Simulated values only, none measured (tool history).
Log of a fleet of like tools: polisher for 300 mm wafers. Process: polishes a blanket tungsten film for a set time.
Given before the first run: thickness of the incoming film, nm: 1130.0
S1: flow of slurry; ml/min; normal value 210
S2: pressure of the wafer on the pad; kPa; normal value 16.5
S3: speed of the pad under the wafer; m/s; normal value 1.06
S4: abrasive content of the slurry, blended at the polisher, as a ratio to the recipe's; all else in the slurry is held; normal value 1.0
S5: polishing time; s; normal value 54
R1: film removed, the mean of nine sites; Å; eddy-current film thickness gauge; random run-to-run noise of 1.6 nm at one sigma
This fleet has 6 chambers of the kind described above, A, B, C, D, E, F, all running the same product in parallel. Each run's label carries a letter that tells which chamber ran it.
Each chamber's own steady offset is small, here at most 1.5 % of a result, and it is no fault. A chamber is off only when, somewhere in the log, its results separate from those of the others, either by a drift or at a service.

Run 1B, day 0.225: usual settings. Result: R1 1586.1 Å.
At day 0.446: chamber B: worn pad replaced by a new one.
Run 2C, day 0.500: usual settings. Result: R1 1597.7 Å.
At day 0.512: chamber D: slurry tank refilled with fresh slurry and peroxide.
At day 0.679: chamber A: worn pad replaced by a new one.
Run 3F, day 0.679: usual settings. Result: R1 1608.6 Å.
At day 0.708: chamber F: worn pad replaced by a new one.
At day 0.762: chamber E: slurry tank refilled with fresh slurry and peroxide.
At day 0.821: chamber B: head pressure recalibrated.
Run 4D, day 0.842: usual settings. Result: R1 1605.5 Å.
At day 0.942: chamber E: worn pad replaced by a new one.
Run 5E, day 1.088: usual settings. Result: R1 1631.7 Å.
At day 1.112: chamber F: slurry tank refilled with fresh slurry and peroxide.
Run 6A, day 1.329: usual settings. Result: R1 1602.2 Å.
At day 1.342: chamber A: slurry tank refilled with fresh slurry and peroxide.
At day 1.512: chamber D: worn pad replaced by a new one.
Run 7B, day 1.538: usual settings but S5 65 s. Result: R1 1945.8 Å.
At day 1.729: chamber C: slurry nozzle cleaned.
Run 8D, day 1.779: usual settings but S5 65 s. Result: R1 1949.5 Å.
Run 9E, day 1.983: usual settings but S5 65 s. Result: R1 1949.6 Å.
Run 10A, day 2.150: usual settings but S5 65 s. Result: R1 1941.3 Å.
At day 2.175: chamber C: worn pad replaced by a new one.
At day 2.183: chamber D: slurry nozzle cleaned.
At day 2.254: chamber D: slurry tank refilled with fresh slurry and peroxide.
Run 11C, day 2.342: usual settings but S5 65 s. Result: R1 1906.9 Å.
Run 12F, day 2.633: usual settings but S5 65 s. Result: R1 1914.0 Å.
Run 13E, day 2.762: usual settings but S5 65 s. Result: R1 1970.9 Å.
At day 2.779: chamber E: slurry tank refilled with fresh slurry and peroxide.
Run 14A, day 3.029: usual settings but S5 65 s. Result: R1 1921.1 Å.
At day 3.150: chamber B: slurry tank refilled with fresh slurry and peroxide.
Run 15B, day 3.154: usual settings but S5 65 s. Result: R1 1950.4 Å.
At day 3.246: chamber F: slurry tank refilled with fresh slurry and peroxide.
At day 3.325: chamber C: slurry tank refilled with fresh slurry and peroxide.
Run 16D, day 3.371: usual settings but S5 65 s. Result: R1 1933.6 Å.
At day 3.504: chamber F: worn pad replaced by a new one.
Run 17C, day 3.512: usual settings but S5 65 s. Result: R1 1925.3 Å.
At day 3.529: chamber B: slurry blender recalibrated.
At day 3.571: chamber C: head pressure recalibrated.
At day 3.583: chamber D: worn pad replaced by a new one.
At day 3.638: chamber F: head pressure recalibrated.
Run 18F, day 3.671: usual settings but S5 65 s. Result: R1 2038.1 Å.
At day 3.896: chamber F: slurry blender recalibrated.
Run 19A, day 3.938: usual settings. Result: R1 1599.0 Å.
At day 3.962: chamber E: slurry blender recalibrated.
Run 20F, day 4.088: usual settings but S1 185 ml/min, S2 20.0 kPa. Result: R1 2005.6 Å.
At day 4.204: chamber D: slurry tank refilled with fresh slurry and peroxide.
Run 21D, day 4.217: usual settings but S1 185 ml/min, S2 20.0 kPa. Result: R1 1903.8 Å.
At day 4.254: chamber B: worn pad replaced by a new one.
At day 4.262: chamber A: worn pad replaced by a new one.
Run 22E, day 4.508: usual settings but S1 185 ml/min, S2 20.0 kPa. Result: R1 1911.2 Å.
At day 4.562: chamber E: worn pad replaced by a new one.
Run 23B, day 4.721: usual settings but S1 185 ml/min, S2 20.0 kPa. Result: R1 1912.0 Å.
At day 4.767: chamber E: slurry tank refilled with fresh slurry and peroxide.
Run 24C, day 4.896: usual settings but S1 185 ml/min, S2 20.0 kPa. Result: R1 1882.1 Å.
Run 25E, day 5.029: usual settings but S1 185 ml/min, S2 20.0 kPa. Result: R1 1890.9 Å.
At day 5.208: chamber F: slurry tank refilled with fresh slurry and peroxide.
Run 26F, day 5.267: usual settings. Result: R1 1663.1 Å.
Run 27C, day 5.404: usual settings but S2 14.5 kPa. Result: R1 1426.1 Å.
At day 5.521: chamber D: worn pad replaced by a new one.
Run 28D, day 5.675: usual settings but S2 14.5 kPa. Result: R1 1383.5 Å.
At day 5.746: chamber D: slurry tank refilled with fresh slurry and peroxide.
Run 29A, day 5.925: usual settings but S2 14.5 kPa. Result: R1 1386.8 Å.
At day 6.008: chamber C: worn pad replaced by a new one.
Run 30B, day 6.108: usual settings but S2 14.5 kPa. Result: R1 1404.8 Å.
Run 31B, day 6.367: usual settings but S2 14.5 kPa. Result: R1 1422.1 Å.
At day 6.417: chamber F: worn pad replaced by a new one.
At day 6.425: chamber A: slurry nozzle cleaned.
Run 32A, day 6.512: usual settings but S2 14.5 kPa. Result: R1 1407.7 Å.
At day 6.546: chamber E: slurry tank refilled with fresh slurry and peroxide.
Run 33C, day 6.771: usual settings. Result: R1 1591.2 Å.
At day 6.783: chamber C: slurry tank refilled with fresh slurry and peroxide.
Run 34D, day 6.983: usual settings. Result: R1 1597.9 Å.
Run 35E, day 7.275: usual settings. Result: R1 1607.0 Å.
At day 7.392: chamber F: slurry tank refilled with fresh slurry and peroxide.
At day 7.425: chamber D: worn pad replaced by a new one.
Run 36F, day 7.525: usual settings. Result: R1 1724.0 Å.
At day 7.533: chamber D: slurry tank refilled with fresh slurry and peroxide.
Run 37B, day 7.792: usual settings but S4 1.1. Result: R1 1667.1 Å.
Run 38A, day 7.996: usual settings but S4 1.1. Result: R1 1639.6 Å.
At day 8.225: chamber E: slurry blender recalibrated.
Run 39E, day 8.250: usual settings but S4 1.1. Result: R1 1669.4 Å.
Run 40D, day 8.442: usual settings but S4 1.1. Result: R1 1663.5 Å.
Run 41C, day 8.650: usual settings but S4 1.1. Result: R1 1638.3 Å.

Has any chamber moved away from the others, gradually or after a service, or does the common gauge drift, or do the chambers differ only by their own small steady offsets? State the chamber and the most likely cause if one applies.

A service on chamber F put it out of line with the rest.
Likeliest cause: head's pressure above its setpoint, % = 6.66.

Chamber F could run next with any of the 4 candidate recipes listed below; each alters the usual settings, and their results appear as question marks. Which one brings its results back in line with what the other chambers deliver on the usual settings?
In line here means within this much of the mean the other chambers give on the usual settings: R1 55.0 Å
Run 42F-1, day 8.858: usual settings but S1 205 ml/min, S5 48 s. Result: R1 ?.
Run 42F-2, day 8.858: usual settings but S3 1.12 m/s. Result: R1 ?.
Run 42F-3, day 8.858: usual settings but S2 18.6 kPa. Result: R1 ?.
Run 42F-4, day 8.858: usual settings but S3 1.00 m/s. Result: R1 ?.

Other chambers, usual settings, mean: R1 1606.1 Å
  run      R1
42F-1  1508.4
42F-2  1797.1
42F-3  1917.8
42F-4  1607.3
With 42F-4, the chamber falls back in line with the rest.
